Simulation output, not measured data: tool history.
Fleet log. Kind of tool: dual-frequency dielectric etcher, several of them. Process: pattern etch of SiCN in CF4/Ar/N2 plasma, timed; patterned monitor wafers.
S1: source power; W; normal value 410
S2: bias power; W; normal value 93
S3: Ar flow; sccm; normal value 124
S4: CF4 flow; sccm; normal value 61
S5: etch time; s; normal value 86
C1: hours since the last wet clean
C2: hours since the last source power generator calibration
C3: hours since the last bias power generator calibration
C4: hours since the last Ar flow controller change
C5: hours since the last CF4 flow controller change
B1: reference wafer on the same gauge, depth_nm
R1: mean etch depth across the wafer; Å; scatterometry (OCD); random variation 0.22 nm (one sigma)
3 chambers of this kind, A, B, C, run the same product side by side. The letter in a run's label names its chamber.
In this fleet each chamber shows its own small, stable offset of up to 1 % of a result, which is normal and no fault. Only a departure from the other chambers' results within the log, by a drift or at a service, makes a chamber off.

Run 1C, hour 12.6: usual settings; C1 390.0; C2 4242.0; C3 3891.2; C4 893.1; C5 881.3; B1 76.266. Result: R1 714.61 Å.
Run 2A, hour 19.4: usual settings; C1 548.1; C2 1263.2; C3 110.3; C4 1792.8; C5 2818.9; B1 76.314. Result: R1 705.78 Å.
At hour 22.2: chamber A: wet clean of the chamber.
Run 3B, hour 25.1: usual settings; C1 360.4; C2 3526.8; C3 1619.6; C4 1550.2; C5 1305.4; B1 76.312. Result: R1 706.59 Å.
Run 4A, hour 34.2: usual settings; C1 12.0; C2 1278.0; C3 125.1; C4 1807.6; C5 2833.7; B1 76.323. Result: R1 708.63 Å.
Run 5C, hour 46.8: usual settings; C1 424.2; C2 4276.2; C3 3925.4; C4 927.3; C5 915.5; B1 76.341. Result: R1 713.62 Å.
Run 6B, hour 53.5: usual settings but S1 490 W, S2 104 W; C1 388.8; C2 3555.2; C3 1648.0; C4 1578.6; C5 1333.8; B1 76.377. Result: R1 866.83 Å.
Run 7A, hour 60.8: usual settings but S1 490 W, S2 104 W; C1 38.6; C2 1304.6; C3 151.7; C4 1834.2; C5 2860.3; B1 76.271. Result: R1 862.68 Å.
Run 8C, hour 67.9: usual settings but S1 490 W, S2 104 W; C1 445.3; C2 4297.3; C3 3946.5; C4 948.4; C5 936.6; B1 76.321. Result: R1 870.16 Å.
Run 9B, hour 79.4: usual settings; C1 414.7; C2 3581.1; C3 1673.9; C4 1604.5; C5 1359.7; B1 76.322. Result: R1 708.49 Å.
Run 10C, hour 86.8: usual settings; C1 464.2; C2 4316.2; C3 3965.4; C4 967.3; C5 955.5; B1 76.274. Result: R1 707.73 Å.
Run 11A, hour 98.3: usual settings; C1 76.1; C2 1342.1; C3 189.2; C4 1871.7; C5 2897.8; B1 76.280. Result: R1 705.98 Å.
Run 12B, hour 104.1: usual settings; C1 439.4; C2 3605.8; C3 1698.6; C4 1629.2; C5 1384.4; B1 76.299. Result: R1 706.28 Å.
Run 13B, hour 112.9: usual settings; C1 448.2; C2 3614.6; C3 1707.4; C4 1638.0; C5 1393.2; B1 76.263. Result: R1 709.62 Å.
Run 14A, hour 122.8: usual settings but S3 97 sccm; C1 100.6; C2 1366.6; C3 213.7; C4 1896.2; C5 2922.3; B1 76.305. Result: R1 732.24 Å.
Run 15C, hour 132.9: usual settings but S3 97 sccm; C1 510.3; C2 4362.3; C3 4011.5; C4 1013.4; C5 1001.6; B1 76.315. Result: R1 733.79 Å.
At hour 141.3: chamber B: bias power generator calibrated.
Run 16C, hour 144.3: usual settings but S3 97 sccm; C1 521.7; C2 4373.7; C3 4022.9; C4 1024.8; C5 1013.0; B1 76.320. Result: R1 734.84 Å.
Run 17A, hour 152.5: usual settings; C1 130.3; C2 1396.3; C3 243.4; C4 1925.9; C5 2952.0; B1 76.281. Result: R1 706.92 Å.
Run 18B, hour 161.3: usual settings; C1 496.6; C2 3663.0; C3 20.0; C4 1686.4; C5 1441.6; B1 76.310. Result: R1 710.16 Å.
Run 19C, hour 171.6: usual settings; C1 549.0; C2 4401.0; C3 4050.2; C4 1052.1; C5 1040.3; B1 76.300. Result: R1 711.43 Å.
Run 20B, hour 177.9: usual settings; C1 513.2; C2 3679.6; C3 36.6; C4 1703.0; C5 1458.2; B1 76.256. Result: R1 706.86 Å.
Run 21A, hour 185.4: usual settings; C1 163.2; C2 1429.2; C3 276.3; C4 1958.8; C5 2984.9; B1 76.253. Result: R1 707.97 Å.
At hour 189.0: chamber B: wet clean of the chamber.
Run 22B, hour 194.0: usual settings; C1 5.1; C2 3695.7; C3 52.7; C4 1719.1; C5 1474.3; B1 76.273. Result: R1 729.18 Å.
Run 23A, hour 200.5: usual settings but S1 360 W; C1 178.3; C2 1444.3; C3 291.4; C4 1973.9; C5 3000.0; B1 76.259. Result: R1 636.81 Å.
At hour 201.1: chamber C: wet clean of the chamber.
Run 24C, hour 206.7: usual settings but S1 360 W; C1 5.6; C2 4436.1; C3 4085.3; C4 1087.2; C5 1075.4; B1 76.261. Result: R1 634.36 Å.
Run 25A, hour 218.6: usual settings but S1 360 W; C1 196.4; C2 1462.4; C3 309.5; C4 1992.0; C5 3018.1; B1 76.353. Result: R1 630.44 Å.
Run 26B, hour 224.6: usual settings but S1 360 W, S3 112 sccm; C1 35.7; C2 3726.3; C3 83.3; C4 1749.7; C5 1504.9; B1 76.302. Result: R1 658.75 Å.
Run 27C, hour 232.3: usual settings but S1 360 W, S3 112 sccm; C1 31.2; C2 4461.7; C3 4110.9; C4 1112.8; C5 1101.0; B1 76.320. Result: R1 643.31 Å.
Run 28C, hour 242.3: usual settings but S1 360 W, S3 112 sccm; C1 41.2; C2 4471.7; C3 4120.9; C4 1122.8; C5 1111.0; B1 76.300. Result: R1 642.76 Å.
Run 29B, hour 250.1: usual settings; C1 61.2; C2 3751.8; C3 108.8; C4 1775.2; C5 1530.4; B1 76.281. Result: R1 731.30 Å.
Run 30A, hour 260.6: usual settings; C1 238.4; C2 1504.4; C3 351.5; C4 2034.0; C5 3060.1; B1 76.251. Result: R1 706.48 Å.
Run 31A, hour 266.4: usual settings; C1 244.2; C2 1510.2; C3 357.3; C4 2039.8; C5 3065.9; B1 76.330. Result: R1 708.03 Å.
Run 32C, hour 272.0: usual settings but S4 71 sccm, S5 102 s; C1 70.9; C2 4501.4; C3 4150.6; C4 1152.5; C5 1140.7; B1 76.370. Result: R1 865.22 Å.
Run 33B, hour 279.8: usual settings but S4 71 sccm, S5 102 s; C1 90.9; C2 3781.5; C3 138.5; C4 1804.9; C5 1560.1; B1 76.357. Result: R1 877.83 Å.
Run 34B, hour 288.5: usual settings but S4 71 sccm, S5 102 s; C1 99.6; C2 3790.2; C3 147.2; C4 1813.6; C5 1568.8; B1 76.277. Result: R1 883.58 Å.
Run 35A, hour 297.0: usual settings; C1 274.8; C2 1540.8; C3 387.9; C4 2070.4; C5 3096.5; B1 76.324. Result: R1 704.94 Å.
Run 36C, hour 308.0: usual settings; C1 106.9; C2 4537.4; C3 4186.6; C4 1188.5; C5 1176.7; B1 76.311. Result: R1 712.46 Å.
At hour 310.9: chamber C: source power generator calibrated.
Run 37B, hour 316.9: usual settings; C1 128.0; C2 3818.6; C3 175.6; C4 1842.0; C5 1597.2; B1 76.362. Result: R1 730.55 Å.
Run 38A, hour 323.4: usual settings; C1 301.2; C2 1567.2; C3 414.3; C4 2096.8; C5 3122.9; B1 76.342. Result: R1 710.46 Å.
Run 39C, hour 331.3: usual settings; C1 130.2; C2 20.5; C3 4209.9; C4 1211.8; C5 1200.0; B1 76.300. Result: R1 709.20 Å.
Run 40C, hour 338.4: usual settings but S2 73 W; C1 137.3; C2 27.6; C3 4217.0; C4 1218.9; C5 1207.1; B1 76.246. Result: R1 649.16 Å.
Run 41A, hour 349.4: usual settings but S2 73 W; C1 327.2; C2 1593.2; C3 440.3; C4 2122.8; C5 3148.9; B1 76.294. Result: R1 647.87 Å.
Run 42B, hour 357.0: usual settings but S2 73 W; C1 168.1; C2 3858.7; C3 215.7; C4 1882.1; C5 1637.3; B1 76.266. Result: R1 667.27 Å.
Run 43A, hour 369.3: usual settings; C1 347.1; C2 1613.1; C3 460.2; C4 2142.7; C5 3168.8; B1 76.213. Result: R1 707.32 Å.

Next, every chamber runs the same settings. What will each give?
Run 44A, hour 378.3: usual settings. Result: R1 ?.
Run 44B, hour 378.3: usual settings. Result: R1 ?.
Run 44C, hour 378.3: usual settings. Result: R1 ?.

run      R1
44A  707.01
44B  730.28
44C  712.54

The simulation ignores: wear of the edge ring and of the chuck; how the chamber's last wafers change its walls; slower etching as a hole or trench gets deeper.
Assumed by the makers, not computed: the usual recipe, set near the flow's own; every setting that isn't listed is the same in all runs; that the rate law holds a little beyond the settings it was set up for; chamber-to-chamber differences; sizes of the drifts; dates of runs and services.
